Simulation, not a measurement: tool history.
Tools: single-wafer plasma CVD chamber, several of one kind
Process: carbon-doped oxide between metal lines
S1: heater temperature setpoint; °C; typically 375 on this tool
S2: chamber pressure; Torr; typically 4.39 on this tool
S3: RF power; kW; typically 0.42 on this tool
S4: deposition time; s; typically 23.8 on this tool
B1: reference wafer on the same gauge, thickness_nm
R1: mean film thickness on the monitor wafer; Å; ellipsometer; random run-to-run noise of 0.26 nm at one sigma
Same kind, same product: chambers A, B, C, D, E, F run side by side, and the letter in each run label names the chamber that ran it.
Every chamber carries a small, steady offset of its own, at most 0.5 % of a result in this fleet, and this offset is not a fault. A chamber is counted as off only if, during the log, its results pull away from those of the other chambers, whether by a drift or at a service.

| run | hour | S1 | S2 | S3 | S4 | B1 | R1 |
|---|---|---|---|---|---|---|---|
| 1C | 4.6 | 375 | 4.39 | 0.42 | 23.8 | 85.758 | 994.26 |
| 2A | 7.1 | 375 | 4.39 | 0.42 | 23.8 | 85.835 | 998.78 |
| 3E | 10 | 375 | 4.39 | 0.42 | 23.8 | 85.789 | 997.54 |
| 4B | 13.9 | 375 | 4.39 | 0.42 | 23.8 | 85.744 | 994.34 |
| 5D | 17.1 | 375 | 4.39 | 0.42 | 23.8 | 85.816 | 1001.9 |
| 6F | 21.8 | 375 | 4.39 | 0.42 | 23.8 | 85.814 | 1001.4 |
| 7A | 25.6 | 375 | 4.39 | 0.42 | 23.8 | 85.827 | 998.27 |
| 8C | 29.4 | 375 | 4.39 | 0.42 | 23.8 | 85.791 | 991.64 |
| 9B | 34 | 375 | 4.39 | 0.42 | 23.8 | 85.81 | 998.59 |
| 10F | 36.4 | 375 | 4.39 | 0.42 | 23.8 | 85.733 | 1001.4 |
| 11D | 41.3 | 375 | 4.39 | 0.42 | 23.8 | 85.751 | 999.14 |
| 12E | 44.1 | 375 | 4.39 | 0.42 | 23.8 | 85.807 | 994.27 |
| 13E | 47.3 | 375 | 4.39 | 0.42 | 23.8 | 85.784 | 990.69 |
| 14B | 51.6 | 375 | 4.39 | 0.42 | 23.8 | 85.803 | 995.29 |
| 15F | 56.3 | 375 | 4.39 | 0.42 | 23.8 | 85.794 | 1001.1 |
| 16D | 58.9 | 375 | 4.39 | 0.42 | 23.8 | 85.729 | 1001.3 |
| 17C | 63.9 | 375 | 3.75 | 0.42 | 26.7 | 85.751 | 1090.1 |
| 18A | 67.2 | 375 | 3.75 | 0.42 | 26.7 | 85.82 | 1094 |
| 19D | 71.2 | 375 | 3.75 | 0.42 | 26.7 | 85.759 | 1099 |
| 20E | 74.2 | 375 | 3.75 | 0.42 | 26.7 | 85.784 | 1091.8 |
| 21C | 78.3 | 375 | 3.75 | 0.42 | 26.7 | 85.821 | 1092.9 |
| 22A | 81.9 | 375 | 3.75 | 0.42 | 26.7 | 85.79 | 1099.7 |
| 23F | 86.7 | 375 | 4.39 | 0.42 | 23.8 | 85.791 | 1008.5 |
| 24B | 91.6 | 375 | 4.39 | 0.42 | 23.8 | 85.794 | 993.69 |
| 25E | 94 | 375 | 4.39 | 0.395 | 23.8 | 85.848 | 949.18 |
| 26C | 97.7 | 375 | 4.39 | 0.395 | 23.8 | 85.795 | 949.92 |
| 27A | 101.7 | 375 | 4.39 | 0.395 | 23.8 | 85.797 | 951.94 |
| 28F | 106 | 375 | 4.39 | 0.395 | 23.8 | 85.799 | 953.84 |
| 29B | 111.1 | 375 | 4.39 | 0.395 | 23.8 | 85.84 | 947.39 |
| 30D | 116.4 | 375 | 4.39 | 0.395 | 23.8 | 85.81 | 953.21 |
| 31A | 119.4 | 375 | 4.39 | 0.42 | 23.8 | 85.841 | 1002.1 |
| 32D | 124.3 | 375 | 4.39 | 0.42 | 23.8 | 85.79 | 1003.3 |
| 33F | 128.4 | 375 | 4.39 | 0.42 | 23.8 | 85.814 | 1006.4 |
| 34E | 131.8 | 380 | 3.73 | 0.42 | 23.8 | 85.778 | 964.19 |
| 35C | 135 | 380 | 3.73 | 0.42 | 23.8 | 85.792 | 962.06 |
| 36B | 138 | 380 | 3.73 | 0.42 | 23.8 | 85.82 | 963.02 |
| 37F | 141.7 | 380 | 3.73 | 0.42 | 23.8 | 85.842 | 974.12 |
| 38D | 145.6 | 380 | 3.73 | 0.42 | 23.8 | 85.779 | 970.11 |
| 39A | 148.9 | 380 | 3.73 | 0.42 | 23.8 | 85.765 | 970.97 |
| 40B | 152.9 | 375 | 4.39 | 0.42 | 23.8 | 85.848 | 992.46 |
| 41C | 157.6 | 375 | 4.39 | 0.42 | 23.8 | 85.841 | 994.35 |
| 42E | 160.4 | 375 | 4.39 | 0.42 | 23.8 | 85.76 | 993.42 |
| 43B | 163.3 | 375 | 4.39 | 0.42 | 23.8 | 85.794 | 993.96 |
| 44E | 166.1 | 375 | 4.39 | 0.42 | 23.8 | 85.787 | 992.74 |

Next, every chamber runs the same settings. What will each give?
| 45A | 169.8 | 375 | 4.39 | 0.355 | 23.8 |  | ? |
| 45B | 169.8 | 375 | 4.39 | 0.355 | 23.8 |  | ? |
| 45C | 169.8 | 375 | 4.39 | 0.355 | 23.8 |  | ? |
| 45D | 169.8 | 375 | 4.39 | 0.355 | 23.8 |  | ? |
| 45E | 169.8 | 375 | 4.39 | 0.355 | 23.8 |  | ? |
| 45F | 169.8 | 375 | 4.39 | 0.355 | 23.8 |  | ? |

| run | R1 |
|---|---|
| 45A | 883.82 |
| 45B | 877.59 |
| 45C | 880.33 |
| 45D | 879.21 |
| 45E | 874 |
| 45F | 879.46 |

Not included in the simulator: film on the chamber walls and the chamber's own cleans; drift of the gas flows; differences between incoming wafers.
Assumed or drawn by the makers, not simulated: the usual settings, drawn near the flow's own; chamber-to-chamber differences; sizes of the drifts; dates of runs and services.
